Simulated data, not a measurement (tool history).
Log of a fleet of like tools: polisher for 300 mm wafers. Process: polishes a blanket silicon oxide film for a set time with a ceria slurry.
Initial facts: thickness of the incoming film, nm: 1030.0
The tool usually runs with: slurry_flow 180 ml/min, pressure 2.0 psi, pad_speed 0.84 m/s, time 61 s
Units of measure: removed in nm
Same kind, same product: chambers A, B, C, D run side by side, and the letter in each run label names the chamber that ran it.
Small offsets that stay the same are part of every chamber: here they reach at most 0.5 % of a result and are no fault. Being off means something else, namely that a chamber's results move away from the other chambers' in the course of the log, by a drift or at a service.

run	hour	slurry_flow	pressure	pad_speed	time	wafers polished on this pad	hours since the slurry nozzle was cleaned	hours since the head pressure was calibrated	removed
1A	3.9	180	2.0	0.84	61	396	486.8	456.2	143.240
2D	7.4	180	2.0	0.84	61	1099	29.8	649.0	146.710
3C	10.0	180	2.0	0.84	61	169	488.3	206.0	145.830
# hour 14.3: chamber D: worn pad replaced by a new one
# hour 15.2: chamber B: worn pad replaced by a new one
4B	15.4	180	2.0	0.84	61	2	139.6	124.7	145.590
5B	20.8	180	2.0	0.84	61	59	145.0	130.1	144.030
6A	25.3	180	2.0	0.84	61	621	508.2	477.6	145.670
7C	30.6	180	2.0	0.84	61	386	508.9	226.6	143.690
8D	35.0	125	2.0	0.84	61	218	57.4	676.6	138.440
9D	40.1	125	2.0	0.84	61	271	62.5	681.7	136.790
10B	44.6	125	2.0	0.84	61	309	168.8	153.9	137.730
# hour 49.9: chamber C: worn pad replaced by a new one
11A	50.0	125	2.0	0.84	61	880	532.9	502.3	135.500
12C	55.3	180	2.0	0.84	61	57	533.6	251.3	146.600
13C	58.2	180	2.0	0.84	61	87	536.5	254.2	144.700
14A	61.9	180	2.0	0.84	61	1005	544.8	514.2	142.810
15B	64.9	180	2.0	0.84	61	522	189.1	174.2	143.090
16D	68.9	180	2.0	0.84	61	574	91.3	710.5	145.900
17B	72.9	180	2.0	0.84	61	606	197.1	182.2	143.760
18D	75.3	180	2.0	0.84	61	641	97.7	716.9	144.560
# hour 79.0: chamber B: worn pad replaced by a new one
19A	79.7	180	2.0	0.84	61	1192	562.6	532.0	140.960
20C	84.0	180	2.0	0.84	74	358	562.3	280.0	174.750
21B	89.3	180	2.0	0.84	74	108	213.5	198.6	179.420
22C	94.7	180	2.0	0.84	74	470	573.0	290.7	173.850
23A	99.4	180	2.0	0.84	74	1399	582.3	551.7	170.830
24D	102.4	180	2.0	0.84	61	925	124.8	744.0	145.660
# hour 102.6: chamber C: worn pad replaced by a new one
25A	107.7	180	2.0	0.84	61	1486	590.6	560.0	138.540
26D	111.2	180	2.0	0.84	61	1018	133.6	752.8	145.000
27C	115.6	180	2.0	0.84	61	136	593.9	311.6	143.670
28B	119.6	180	2.0	0.84	61	426	243.8	228.9	145.270
29A	123.4	180	2.0	0.84	61	1651	606.3	575.7	139.280
30C	128.4	180	2.0	0.84	61	271	606.7	324.4	148.590
31D	132.5	180	1.7	0.84	51	1241	154.9	774.1	102.370
# hour 132.7: chamber D: worn pad replaced by a new one
32B	136.3	180	1.7	0.84	51	602	260.5	245.6	102.520
33A	138.7	180	1.7	0.84	51	1812	621.6	591.0	97.096
34B	143.1	180	1.7	0.84	51	673	267.3	252.4	103.280
35D	147.5	180	2.0	0.84	61	156	169.9	789.1	143.600
# hour 148.3: chamber B: worn pad replaced by a new one
36C	150.6	180	2.0	0.84	61	504	628.9	346.6	142.000
# hour 153.8: chamber C: worn pad replaced by a new one
37C	154.6	145	2.0	0.84	61	8	632.9	350.6	141.620
38D	158.5	145	2.0	0.84	61	271	180.9	800.1	138.020
39B	161.3	145	2.0	0.84	61	136	285.5	270.6	141.900
40A	164.7	145	2.0	0.84	61	2085	647.6	617.0	133.190
41D	168.2	180	2.0	0.84	61	373	190.6	809.8	147.260
42B	171.2	180	2.0	0.84	61	240	295.4	280.5	144.290
43A	175.2	180	2.0	0.84	61	2195	658.1	627.5	136.480
44C	177.8	180	2.0	0.84	61	252	656.1	373.8	147.600

Next, all 4 chambers run the settings below, one line each with question marks for the results. What does each chamber give?
45A	181.8	180	2.0	0.84	61				?
45B	181.8	180	2.0	0.84	61				?
45C	181.8	180	2.0	0.84	61				?
45D	181.8	180	2.0	0.84	61				?

run	removed
45A	136.280
45B	147.220
45C	144.250
45D	144.200
